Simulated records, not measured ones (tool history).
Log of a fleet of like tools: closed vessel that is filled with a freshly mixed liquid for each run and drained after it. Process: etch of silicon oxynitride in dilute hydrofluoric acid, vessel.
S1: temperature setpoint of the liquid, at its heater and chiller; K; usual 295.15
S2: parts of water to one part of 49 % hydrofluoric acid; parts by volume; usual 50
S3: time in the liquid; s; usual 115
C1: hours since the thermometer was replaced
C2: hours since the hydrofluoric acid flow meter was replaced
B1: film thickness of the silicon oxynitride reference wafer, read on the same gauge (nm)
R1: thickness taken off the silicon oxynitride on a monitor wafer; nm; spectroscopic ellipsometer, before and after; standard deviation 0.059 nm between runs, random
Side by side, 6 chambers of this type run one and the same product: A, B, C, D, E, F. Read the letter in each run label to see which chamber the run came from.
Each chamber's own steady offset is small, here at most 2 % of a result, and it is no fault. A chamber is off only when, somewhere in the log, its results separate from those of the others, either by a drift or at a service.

run 1C day=0.208 | S1=295.15 S2=50 S3=115 | C1=1178.2 C2=392.2 | B1=129.99 | R1=8.0223
run 2B day=0.525 | S1=295.15 S2=50 S3=115 | C1=500.5 C2=1937.6 | B1=130.00 | R1=8.0114
run 3F day=0.700 | S1=295.15 S2=50 S3=115 | C1=515.7 C2=71.0 | B1=129.97 | R1=8.0509
run 4A day=0.971 | S1=295.15 S2=50 S3=115 | C1=1083.8 C2=1220.8 | B1=130.01 | R1=7.9413
run 5E day=1.154 | S1=295.15 S2=50 S3=115 | C1=570.9 C2=187.1 | B1=130.01 | R1=8.1728
run 6D day=1.358 | S1=295.15 S2=50 S3=115 | C1=1384.1 C2=804.5 | B1=130.02 | R1=8.0238
run 7B day=1.638 | S1=295.15 S2=50 S3=115 | C1=527.2 C2=1964.3 | B1=130.02 | R1=8.1296
-- day=1.754 chamber B: hydrofluoric acid flow meter replaced
run 8D day=1.921 | S1=295.15 S2=25 S3=115 | C1=1397.6 C2=818.0 | B1=129.99 | R1=16.3720
run 9F day=2.075 | S1=295.15 S2=25 S3=115 | C1=548.7 C2=104.0 | B1=130.00 | R1=16.1410
-- day=2.188 chamber C: hydrofluoric acid flow meter replaced
run 10C day=2.225 | S1=295.15 S2=25 S3=115 | C1=1226.6 C2=1.0 | B1=130.00 | R1=16.1530
run 11E day=2.538 | S1=295.15 S2=25 S3=115 | C1=604.1 C2=220.3 | B1=130.00 | R1=16.4190
run 12A day=2.738 | S1=295.15 S2=25 S3=115 | C1=1126.2 C2=1263.2 | B1=129.96 | R1=16.1340
run 13A day=3.033 | S1=295.15 S2=25 S3=115 | C1=1133.3 C2=1270.3 | B1=130.01 | R1=16.5500
run 14D day=3.262 | S1=295.15 S2=50 S3=115 | C1=1429.8 C2=850.2 | B1=129.95 | R1=7.9016
run 15C day=3.438 | S1=295.15 S2=50 S3=115 | C1=1255.7 C2=30.1 | B1=129.98 | R1=8.0706
run 16F day=3.675 | S1=295.15 S2=50 S3=115 | C1=587.1 C2=142.4 | B1=130.02 | R1=7.9903
-- day=3.750 chamber F: thermometer replaced
run 17B day=3.971 | S1=295.15 S2=50 S3=115 | C1=583.2 C2=53.3 | B1=130.01 | R1=7.9044
run 18E day=4.138 | S1=295.15 S2=50 S3=115 | C1=642.5 C2=258.7 | B1=130.05 | R1=8.1191
run 19C day=4.308 | S1=295.15 S2=50 S3=115 | C1=1276.6 C2=51.0 | B1=130.04 | R1=8.0619
run 20A day=4.533 | S1=295.15 S2=50 S3=115 | C1=1169.3 C2=1306.3 | B1=130.02 | R1=7.9502
run 21E day=4.692 | S1=296.65 S2=50 S3=175 | C1=655.8 C2=272.0 | B1=129.97 | R1=13.3900
run 22F day=4.929 | S1=296.65 S2=50 S3=175 | C1=28.4 C2=172.5 | B1=130.00 | R1=13.1440
run 23D day=5.250 | S1=296.65 S2=50 S3=175 | C1=1477.5 C2=897.9 | B1=130.02 | R1=12.9910
run 24B day=5.417 | S1=296.65 S2=50 S3=175 | C1=617.9 C2=88.0 | B1=130.01 | R1=12.5840
run 25F day=5.679 | S1=296.65 S2=50 S3=175 | C1=46.4 C2=190.5 | B1=130.00 | R1=13.1060
run 26E day=5.971 | S1=296.65 S2=50 S3=175 | C1=686.5 C2=302.7 | B1=130.01 | R1=13.2500
run 27D day=6.196 | S1=295.15 S2=50 S3=115 | C1=1500.2 C2=920.6 | B1=130.01 | R1=7.9670
run 28C day=6.350 | S1=295.15 S2=50 S3=115 | C1=1325.6 C2=100.0 | B1=130.00 | R1=8.0033
run 29B day=6.571 | S1=295.15 S2=50 S3=115 | C1=645.6 C2=115.7 | B1=129.99 | R1=7.5828
run 30A day=6.854 | S1=295.15 S2=50 S3=115 | C1=1225.0 C2=1362.0 | B1=130.01 | R1=8.0008
run 31F day=7.067 | S1=295.15 S2=50 S3=115 | C1=79.7 C2=223.8 | B1=130.02 | R1=8.0457
run 32E day=7.225 | S1=295.15 S2=50 S3=175 | C1=716.6 C2=332.8 | B1=130.00 | R1=12.4360
run 33D day=7.546 | S1=295.15 S2=50 S3=175 | C1=1532.6 C2=953.0 | B1=130.02 | R1=12.1510
run 34B day=7.867 | S1=295.15 S2=50 S3=175 | C1=676.7 C2=146.8 | B1=130.02 | R1=11.2150
run 35A day=8.117 | S1=295.15 S2=50 S3=175 | C1=1255.3 C2=1392.3 | B1=129.98 | R1=12.3240
run 36C day=8.433 | S1=295.15 S2=50 S3=175 | C1=1375.6 C2=150.0 | B1=130.01 | R1=12.2570
run 37B day=8.579 | S1=295.15 S2=50 S3=175 | C1=693.8 C2=163.9 | B1=130.01 | R1=11.0110
run 38C day=8.750 | S1=295.15 S2=50 S3=115 | C1=1383.2 C2=157.6 | B1=129.96 | R1=8.0899
run 39E day=9.054 | S1=295.15 S2=50 S3=115 | C1=760.5 C2=376.7 | B1=129.98 | R1=8.1435

All chambers now run identical settings, listed one chamber a line with results as question marks. What results will each chamber show?
run 40A day=9.288 | S1=295.15 S2=70 S3=115 | R1=?
run 40B day=9.288 | S1=295.15 S2=70 S3=115 | R1=?
run 40C day=9.288 | S1=295.15 S2=70 S3=115 | R1=?
run 40D day=9.288 | S1=295.15 S2=70 S3=115 | R1=?
run 40E day=9.288 | S1=295.15 S2=70 S3=115 | R1=?
run 40F day=9.288 | S1=295.15 S2=70 S3=115 | R1=?

run=40A R1=5.5976
run=40B R1=5.0783
run=40C R1=5.5980
run=40D R1=5.6308
run=40E R1=5.8035
run=40F R1=5.6352
